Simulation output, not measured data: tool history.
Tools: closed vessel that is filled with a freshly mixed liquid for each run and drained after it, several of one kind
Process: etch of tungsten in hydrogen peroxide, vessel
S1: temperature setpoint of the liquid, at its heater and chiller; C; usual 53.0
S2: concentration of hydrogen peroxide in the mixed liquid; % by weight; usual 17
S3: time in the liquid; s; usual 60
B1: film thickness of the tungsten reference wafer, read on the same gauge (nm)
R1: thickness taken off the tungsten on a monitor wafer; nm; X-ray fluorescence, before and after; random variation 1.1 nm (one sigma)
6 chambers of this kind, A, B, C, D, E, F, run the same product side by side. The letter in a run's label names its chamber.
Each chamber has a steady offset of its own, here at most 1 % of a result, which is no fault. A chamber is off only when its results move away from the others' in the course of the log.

| run | hour | S1 | S2 | S3 | B1 | R1 |
|---|---|---|---|---|---|---|
| 1C | 6.0 | 53.0 | 17 | 60 | 110.01 | 107.81 |
| 2D | 12.7 | 53.0 | 17 | 60 | 109.97 | 108.41 |
| 3F | 21.6 | 53.0 | 17 | 60 | 109.99 | 109.27 |
|  | 25.6 | chamber A: new drum of peroxide connected |
| 4E | 28.1 | 53.0 | 17 | 60 | 110.00 | 110.98 |
| 5A | 36.2 | 53.0 | 17 | 60 | 109.97 | 110.01 |
| 6B | 44.5 | 53.0 | 17 | 60 | 110.01 | 110.00 |
|  | 52.3 | chamber B: new drum of peroxide connected |
| 7C | 53.0 | 57.0 | 20 | 60 | 110.01 | 152.00 |
| 8F | 60.5 | 57.0 | 20 | 60 | 110.00 | 152.33 |
| 9E | 66.8 | 57.0 | 20 | 60 | 110.02 | 148.70 |
| 10B | 74.8 | 57.0 | 20 | 60 | 109.99 | 148.88 |
| 11D | 80.2 | 57.0 | 20 | 60 | 110.03 | 151.39 |
| 12A | 86.6 | 57.0 | 20 | 60 | 110.01 | 151.92 |
| 13E | 93.1 | 53.0 | 17 | 60 | 110.02 | 108.83 |
| 14C | 97.5 | 53.0 | 17 | 60 | 109.99 | 110.37 |
| 15B | 104.0 | 53.0 | 17 | 60 | 110.02 | 107.48 |
| 16A | 112.6 | 53.0 | 17 | 60 | 110.00 | 111.13 |
| 17D | 121.4 | 53.0 | 17 | 60 | 110.02 | 108.57 |
| 18F | 125.6 | 53.0 | 17 | 60 | 110.03 | 109.68 |
| 19D | 130.3 | 53.0 | 17 | 60 | 110.02 | 110.45 |
| 20A | 138.5 | 53.0 | 17 | 60 | 110.00 | 109.47 |
| 21E | 146.4 | 53.0 | 17 | 60 | 110.02 | 110.66 |
| 22B | 154.0 | 53.0 | 17 | 60 | 109.99 | 108.82 |
| 23C | 161.2 | 53.0 | 17 | 60 | 109.99 | 108.55 |
| 24F | 165.9 | 53.0 | 17 | 60 | 110.02 | 110.17 |
| 25F | 174.3 | 53.0 | 17 | 60 | 109.97 | 109.50 |
| 26A | 180.0 | 53.0 | 20 | 60 | 110.01 | 118.93 |
| 27D | 184.3 | 53.0 | 20 | 60 | 109.97 | 118.66 |
| 28C | 189.4 | 53.0 | 20 | 60 | 109.99 | 113.36 |
| 29E | 195.2 | 53.0 | 20 | 60 | 109.96 | 118.17 |
| 30B | 200.0 | 53.0 | 20 | 60 | 110.03 | 117.60 |
| 31E | 208.5 | 53.0 | 20 | 60 | 110.01 | 118.41 |
| 32C | 217.2 | 53.0 | 17 | 60 | 110.00 | 105.13 |
| 33A | 222.5 | 53.0 | 17 | 60 | 109.99 | 108.21 |
| 34B | 227.0 | 53.0 | 17 | 60 | 110.01 | 109.17 |
| 35F | 232.5 | 53.0 | 17 | 60 | 109.97 | 109.24 |
| 36D | 239.4 | 53.0 | 17 | 60 | 109.98 | 109.81 |
| 37B | 243.4 | 53.0 | 17 | 60 | 110.00 | 105.73 |
| 38C | 248.9 | 61.5 | 13 | 60 | 109.97 | 145.78 |
| 39A | 256.3 | 61.5 | 13 | 60 | 109.98 | 159.49 |
| 40E | 264.0 | 61.5 | 13 | 60 | 110.01 | 155.65 |
| 41F | 270.1 | 61.5 | 13 | 60 | 109.99 | 160.44 |

Next, every chamber runs the same settings. What will each give?
| 42A | 276.5 | 53.0 | 17 | 60 |  | ? |
| 42B | 276.5 | 53.0 | 17 | 60 |  | ? |
| 42C | 276.5 | 53.0 | 17 | 60 |  | ? |
| 42D | 276.5 | 53.0 | 17 | 60 |  | ? |
| 42E | 276.5 | 53.0 | 17 | 60 |  | ? |
| 42F | 276.5 | 53.0 | 17 | 60 |  | ? |

| run | R1 |
|---|---|
| 42A | 108.37 |
| 42B | 110.89 |
| 42C | 101.04 |
| 42D | 108.56 |
| 42E | 109.34 |
| 42F | 108.62 |
